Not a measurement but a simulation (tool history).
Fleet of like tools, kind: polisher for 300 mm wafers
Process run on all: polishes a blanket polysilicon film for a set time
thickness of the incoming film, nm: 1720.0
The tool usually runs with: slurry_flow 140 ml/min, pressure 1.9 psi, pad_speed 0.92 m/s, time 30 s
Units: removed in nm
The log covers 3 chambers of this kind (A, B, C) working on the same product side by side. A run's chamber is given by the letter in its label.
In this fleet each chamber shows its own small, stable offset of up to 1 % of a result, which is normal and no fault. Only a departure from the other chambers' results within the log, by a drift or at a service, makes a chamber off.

run   hour  slurry_flow  pressure  pad_speed  time  wafers polished on this pad  hours since the slurry nozzle was cleaned  hours since the head pressure was calibrated  removed
 1B     11          140       1.9       0.92    30                          851                                      243.1                                         359.9   132.45
 2C   20.7          140       1.9       0.92    30                          648                                      461.5                                         139.8   137.35
 3A     29          140       1.9       0.92    30                          400                                      233.2                                         550.6   131.48
      32.7  -- chamber B: worn pad replaced by a new one
 4A   35.5          140       1.9       0.92    30                          479                                      239.7                                         557.1   132.13
      43.1  -- chamber A: worn pad replaced by a new one
 5C   48.3          140       1.9       0.92    30                          982                                      489.1                                         167.4   132.94
 6B   54.4          140       1.9       0.92    30                          263                                      286.5                                         403.3   133.76
 7A   62.7          140       1.9       0.92    30                          237                                      266.9                                         584.3   132.45
 8B   72.7          140       1.9       0.92    30                          484                                      304.8                                         421.6   136.28
      76.8  -- chamber B: slurry nozzle cleaned
 9C   81.9          140       1.9       0.92    30                         1388                                      522.7                                           201   132.68
10A   90.2          140       1.9       0.92    30                          570                                      294.4                                         611.8   130.82
      98.9  -- chamber A: worn pad replaced by a new one
11C  100.2          140       1.9       0.92    30                         1609                                        541                                         219.3   128.13
12B  110.1          140       1.9       0.92    30                          936                                       33.3                                           459   135.29
13B    117          140       1.9       0.92    30                         1020                                       40.2                                         465.9   132.64
     122.3  -- chamber B: worn pad replaced by a new one
14C  130.3          140       1.9       0.92    30                         1973                                      571.1                                         249.4    129.3
15A  140.7          140       1.9       0.92    30                          506                                      344.9                                         662.3   131.35
     151.5  -- chamber A: worn pad replaced by a new one
16A  151.5          140       1.9       0.92    30                            0                                      355.7                                         673.1   133.12
17B    158          140       1.9       0.92    30                          432                                       81.2                                         506.9   133.95
     159.1  -- chamber C: slurry nozzle cleaned
18C  167.2          140       1.9       0.92    30                         2420                                        8.2                                         286.3   128.44
19C  180.3          140       1.9       0.92    30                         2578                                       21.3                                         299.4   126.49
20A  187.3          140       1.9       0.92    30                          433                                      391.5                                         708.9   130.82
21B  199.8          140       1.9       0.92    30                          938                                        123                                         548.7   132.55
     202.2  -- chamber A: worn pad replaced by a new one
22C  210.1          140       1.9       0.92    30                         2938                                       51.1                                         329.2   126.16
       211  -- chamber B: worn pad replaced by a new one
23A  217.9          140       1.3       0.92    30                          189                                      422.1                                         739.5   89.885
24B  225.3          140       1.3       0.92    30                          173                                      148.5                                         574.2   89.813
25A  231.3          140       1.3       0.92    30                          351                                      435.5                                         752.9   89.749

Predict what each chamber gives when all 3 of them run the settings below next.
26A  241.1          140       1.9       0.92    30                                                                                                                              ?
26B  241.1          140       1.9       0.92    30                                                                                                                              ?
26C  241.1          140       1.9       0.92    30                                                                                                                              ?

run  removed
26A   129.39
26B   134.02
26C   122.75

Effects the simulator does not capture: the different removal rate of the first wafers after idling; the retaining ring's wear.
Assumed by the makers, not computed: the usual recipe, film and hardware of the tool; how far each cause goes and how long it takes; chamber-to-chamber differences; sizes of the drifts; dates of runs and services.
